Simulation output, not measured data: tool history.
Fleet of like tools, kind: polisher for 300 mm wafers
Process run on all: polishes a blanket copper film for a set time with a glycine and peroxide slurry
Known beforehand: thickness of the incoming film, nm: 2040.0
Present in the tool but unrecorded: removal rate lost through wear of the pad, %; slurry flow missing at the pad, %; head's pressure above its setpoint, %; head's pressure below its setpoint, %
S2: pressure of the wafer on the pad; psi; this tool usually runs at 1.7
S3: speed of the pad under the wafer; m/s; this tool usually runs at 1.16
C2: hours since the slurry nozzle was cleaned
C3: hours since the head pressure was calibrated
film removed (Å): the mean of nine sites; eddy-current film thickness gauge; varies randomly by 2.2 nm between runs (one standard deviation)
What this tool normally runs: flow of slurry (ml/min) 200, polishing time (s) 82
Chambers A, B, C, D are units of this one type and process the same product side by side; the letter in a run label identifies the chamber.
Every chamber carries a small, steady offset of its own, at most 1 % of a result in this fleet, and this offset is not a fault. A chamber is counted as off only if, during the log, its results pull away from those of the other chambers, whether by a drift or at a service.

Run 1D, hour 5.6: usual settings; wafers polished on this pad 978; C2 242.3; C3 943.2. Result: film removed (Å) 2922.2.
At hour 9.7: chamber D: worn pad replaced by a new one.
Run 2B, hour 13.6: usual settings; wafers polished on this pad 500; C2 267.3; C3 1304.5. Result: film removed (Å) 2858.1.
Run 3A, hour 23: usual settings; wafers polished on this pad 748; C2 697.4; C3 325.2. Result: film removed (Å) 2903.8.
At hour 23.4: chamber D: slurry nozzle cleaned.
Run 4C, hour 32.1: usual settings; wafers polished on this pad 360; C2 226; C3 93.2. Result: film removed (Å) 2891.2.
Run 5A, hour 41.6: usual settings but flow of slurry (ml/min) 175, S3 1.04 m/s; wafers polished on this pad 850; C2 716; C3 343.8. Result: film removed (Å) 2617.6.
Run 6D, hour 50.6: usual settings but flow of slurry (ml/min) 175, S3 1.04 m/s; wafers polished on this pad 223; C2 27.3; C3 988.2. Result: film removed (Å) 2648.
Run 7B, hour 61.5: usual settings but flow of slurry (ml/min) 175, S3 1.04 m/s; wafers polished on this pad 762; C2 315.2; C3 1352.4. Result: film removed (Å) 2589.7.
At hour 72.3: chamber A: head pressure recalibrated.
Run 8C, hour 73.3: usual settings but flow of slurry (ml/min) 175, S3 1.04 m/s; wafers polished on this pad 585; C2 267.2; C3 134.4. Result: film removed (Å) 2609.
At hour 74.2: chamber A: worn pad replaced by a new one.
Run 9B, hour 83.5: usual settings; wafers polished on this pad 882; C2 337.2; C3 1374.4. Result: film removed (Å) 2875.2.
At hour 89.2: chamber A: slurry nozzle cleaned.
Run 10D, hour 89.7: usual settings; wafers polished on this pad 437; C2 66.4; C3 1027.3. Result: film removed (Å) 2875.4.
Run 11A, hour 98.2: usual settings; wafers polished on this pad 131; C2 9.1; C3 25.9. Result: film removed (Å) 2906.4.
At hour 105.1: chamber B: head pressure recalibrated.
Run 12C, hour 108: usual settings but flow of slurry (ml/min) 245, polishing time (s) 106; wafers polished on this pad 774; C2 301.9; C3 169.1. Result: film removed (Å) 3876.
At hour 115.7: chamber C: worn pad replaced by a new one.
Run 13D, hour 115.8: usual settings but flow of slurry (ml/min) 245, polishing time (s) 106; wafers polished on this pad 579; C2 92.5; C3 1053.4. Result: film removed (Å) 3833.1.
Run 14A, hour 126.5: usual settings but flow of slurry (ml/min) 245, polishing time (s) 106; wafers polished on this pad 286; C2 37.4; C3 54.2. Result: film removed (Å) 3821.7.
Run 15B, hour 132: usual settings but flow of slurry (ml/min) 245, polishing time (s) 106; wafers polished on this pad 1148; C2 385.7; C3 27. Result: film removed (Å) 3635.7.
Run 16C, hour 141.1: usual settings; wafers polished on this pad 139; C2 335; C3 202.2. Result: film removed (Å) 2895.9.
At hour 145.9: chamber D: head pressure recalibrated.
Run 17D, hour 151.3: usual settings; wafers polished on this pad 773; C2 128; C3 5.5. Result: film removed (Å) 2938.5.
Run 18A, hour 162.6: usual settings; wafers polished on this pad 483; C2 73.5; C3 90.3. Result: film removed (Å) 2905.5.
Run 19C, hour 170.3: usual settings; wafers polished on this pad 298; C2 364.2; C3 231.4. Result: film removed (Å) 2879.2.
At hour 176.4: chamber B: worn pad replaced by a new one.
Run 20B, hour 178: usual settings; wafers polished on this pad 8; C2 431.7; C3 73. Result: film removed (Å) 2709.6.
At hour 184.2: chamber D: worn pad replaced by a new one.
Run 21A, hour 187.3: usual settings; wafers polished on this pad 618; C2 98.2; C3 115. Result: film removed (Å) 2911.9.
Run 22C, hour 195.5: usual settings; wafers polished on this pad 436; C2 389.4; C3 256.6. Result: film removed (Å) 2918.3.
Run 23D, hour 205.9: usual settings; wafers polished on this pad 118; C2 182.6; C3 60.1. Result: film removed (Å) 2927.2.
At hour 215.3: chamber B: slurry nozzle cleaned.
Run 24B, hour 218: usual settings but S2 1.4 psi, S3 1.3 m/s; wafers polished on this pad 227; C2 2.7; C3 113. Result: film removed (Å) 2553.4.
At hour 219.6: chamber A: worn pad replaced by a new one.
Run 25B, hour 229: usual settings but S2 1.4 psi, S3 1.3 m/s; wafers polished on this pad 287; C2 13.7; C3 124. Result: film removed (Å) 2560.5.
Run 26D, hour 241: usual settings but S2 1.4 psi, S3 1.3 m/s; wafers polished on this pad 310; C2 217.7; C3 95.2. Result: film removed (Å) 2691.5.
Run 27A, hour 250.8: usual settings but S2 1.4 psi, S3 1.3 m/s; wafers polished on this pad 170; C2 161.7; C3 178.5. Result: film removed (Å) 2734.6.
Run 28C, hour 258.6: usual settings but polishing time (s) 57; wafers polished on this pad 781; C2 452.5; C3 319.7. Result: film removed (Å) 2012.9.

One chamber off, gauge drift, or nothing amiss beyond the chambers' own small offsets? If it is a chamber, which one, and what is the likeliest cause?

After it was serviced, chamber B no longer matches the other chambers.
What lies behind it: head's pressure below its setpoint, % = 6.75.

Which of the 4 candidates below, each the usual settings with something changed and its results left as question marks, puts chamber B back in line with what the other chambers give on the usual settings?
In line here means within this much of the mean the other chambers give on the usual settings: film removed (Å) 76
Run 29B-1, hour 267.3: usual settings but S3 1.2 m/s, polishing time (s) 85. Result: film removed (Å) ?.
Run 29B-2, hour 267.3: usual settings but polishing time (s) 81. Result: film removed (Å) ?.
Run 29B-3, hour 267.3: usual settings but polishing time (s) 83. Result: film removed (Å) ?.
Run 29B-4, hour 267.3: usual settings but flow of slurry (ml/min) 130. Result: film removed (Å) ?.

Other chambers, usual settings, mean: film removed (Å) 2898.3
  run  film removed (Å)
29B-1            2902.2
29B-2            2695.9
29B-3            2762.4
29B-4            2548.6
29B-1 is the one that brings the chamber's results back in line with the other chambers.
